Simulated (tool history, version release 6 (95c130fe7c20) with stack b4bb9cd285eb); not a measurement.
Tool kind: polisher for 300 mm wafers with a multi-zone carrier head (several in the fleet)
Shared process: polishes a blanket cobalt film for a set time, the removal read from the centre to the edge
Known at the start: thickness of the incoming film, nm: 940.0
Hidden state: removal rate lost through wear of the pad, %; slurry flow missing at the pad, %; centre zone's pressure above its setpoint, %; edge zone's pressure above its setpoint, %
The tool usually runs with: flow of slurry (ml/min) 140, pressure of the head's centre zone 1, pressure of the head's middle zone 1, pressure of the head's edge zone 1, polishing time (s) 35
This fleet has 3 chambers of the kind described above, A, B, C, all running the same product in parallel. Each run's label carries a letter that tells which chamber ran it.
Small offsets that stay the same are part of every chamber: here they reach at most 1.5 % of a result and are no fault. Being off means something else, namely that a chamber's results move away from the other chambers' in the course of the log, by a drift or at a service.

run,day,flow of slurry (ml/min),pressure of the head's centre zone,pressure of the head's middle zone,pressure of the head's edge zone,polishing time (s),wafers polished on this pad,hours since the slurry nozzle was cleaned,hours since the centre zone pressure was calibrated,hours since the edge zone pressure was calibrated,film removed at the wafer's centre (angstrom),film removed at mid-radius (angstrom),film removed at the wafer's edge (angstrom)
1B,0.196,140,1,1,1,35,237,138,147.1,630.2,1768.3,1844.7,1787.2
2A,0.396,140,1,1,1,35,834,142.7,628.8,121.9,1787.4,1835,1796.6
# day 0.583: chamber C: worn pad replaced by a new one
3C,0.646,140,1,1,1,35,22,184.6,186.2,81.4,1760.2,1850.6,1789.5
4B,0.8,140,1,1,1,35,455,152.5,161.6,644.7,1784.8,1765.1,1798.9
5C,1.029,140,1,1,1,35,161,193.8,195.4,90.6,1758.3,1786.8,1736.2
6A,1.338,140,1,1,1,35,1174,165.3,651.4,144.5,1791.6,1831,1771.9
# day 1.388: chamber B: worn pad replaced by a new one
7A,1.521,140,1,1,1,35,1241,169.7,655.8,148.9,1793,1752.9,1811
# day 1.538: chamber A: worn pad replaced by a new one
8C,1.812,140,1.07,1,1,28,444,212.6,214.2,109.4,1525.9,1460.2,1429.9
9B,1.975,140,1.07,1,1,28,212,180.7,189.8,672.9,1596.2,1470.9,1422.4
10A,2.179,140,1.07,1,1,28,233,185.5,671.6,164.7,1528.1,1408.4,1398.1
11C,2.483,140,1,1,1,35,686,228.7,230.3,125.5,1760.9,1756.1,1753.2
12B,2.646,140,1,1,1.1,35,455,196.8,205.9,689,1794.3,1761.7,1830.1
13C,2.817,140,1,1,1.1,35,807,236.7,238.3,133.5,1795,1817.9,1857.6
14A,2.979,140,1,1,1.1,35,522,204.7,690.8,183.9,1710.6,1752,1840.5
# day 3.092: chamber B: worn pad replaced by a new one
15B,3.167,140,1,1,1,35,28,209.3,218.4,701.5,1783.1,1798.7,1788.7
# day 3.412: chamber C: worn pad replaced by a new one
16A,3.479,140,1,1,1,35,703,216.7,702.8,195.9,1725.1,1715.4,1760.5
17B,3.738,140,1,1,1,35,234,223,232.1,715.2,1802.4,1764.6,1764.3
18C,4.046,140,1,1,1,35,229,266.2,267.8,163,1759.7,1779.6,1759.9
19C,4.279,140,1,1,1,35,313,271.8,273.4,168.6,1799.1,1817,1812.9
20B,4.438,140,1,1,1,35,487,239.8,248.9,732,1765.7,1745.6,1798
21A,4.592,140,1,1,1,35,1105,243.4,729.5,222.6,1671.9,1682.8,1690.8
# day 4.812: chamber B: worn pad replaced by a new one
22B,4.846,140,1,1,1,35,12,249.6,258.7,741.8,1763.6,1800.2,1781.3
# day 4.9: chamber A: centre zone pressure recalibrated
23C,5.025,140,1,1,1,35,583,289.7,291.3,186.5,1818.3,1788.5,1776.5
24A,5.175,140,1,1,1,35,1316,257.4,6.7,236.6,1594.7,1659.5,1687.9
# day 5.204: chamber A: worn pad replaced by a new one
25C,5.421,140,1,1,1,35,726,299.2,300.8,196,1759.1,1825.5,1796.3
26A,5.688,140,1,1.04,1,35,175,269.7,19,248.9,1569.8,1687.4,1659.9
27B,5.996,140,1,1.04,1,35,428,277.2,286.3,769.4,1764.3,1784.8,1777.9

Which is it: a chamber that has drifted or been left off by a service, a gauge drift common to all chambers, or only each chamber's usual small offset? If a chamber is off, name it and its likeliest cause.

It is chamber A that slowly wanders off from its peers.
What lies behind it: slurry flow missing at the pad, % = 41.2.

Chamber A could run next with any of the 4 candidate recipes listed below; each alters the usual settings, and their results appear as question marks. Which one brings its results back in line with what the other chambers deliver on the usual settings?
In line here means within this much of the mean the other chambers give on the usual settings: film removed at the wafer's centre (angstrom) 93; film removed at mid-radius (angstrom) 85; film removed at the wafer's edge (angstrom) 79
28A-1,6.221,125,0.96,0.97,1.03,32,,,,,?,?,?
28A-2,6.221,110,0.92,0.94,1.06,30,,,,,?,?,?
28A-3,6.221,155,1.04,1.03,0.97,38,,,,,?,?,?
28A-4,6.221,170,1.09,1.06,0.94,42,,,,,?,?,?

Mean of the other chambers on the usual settings: film removed at the wafer's centre (angstrom) 1782.7; film removed at mid-radius (angstrom) 1798.4; film removed at the wafer's edge (angstrom) 1782.6
run,film removed at the wafer's centre (angstrom),film removed at mid-radius (angstrom),film removed at the wafer's edge (angstrom)
28A-1,1244,1341.3,1469
28A-2,1049.4,1163.6,1356.7
28A-3,1753.9,1806.3,1769.2
28A-4,2104.8,2104.6,1958.2
The right change is 28A-3: it brings the chamber back within the allowed miss of the others.

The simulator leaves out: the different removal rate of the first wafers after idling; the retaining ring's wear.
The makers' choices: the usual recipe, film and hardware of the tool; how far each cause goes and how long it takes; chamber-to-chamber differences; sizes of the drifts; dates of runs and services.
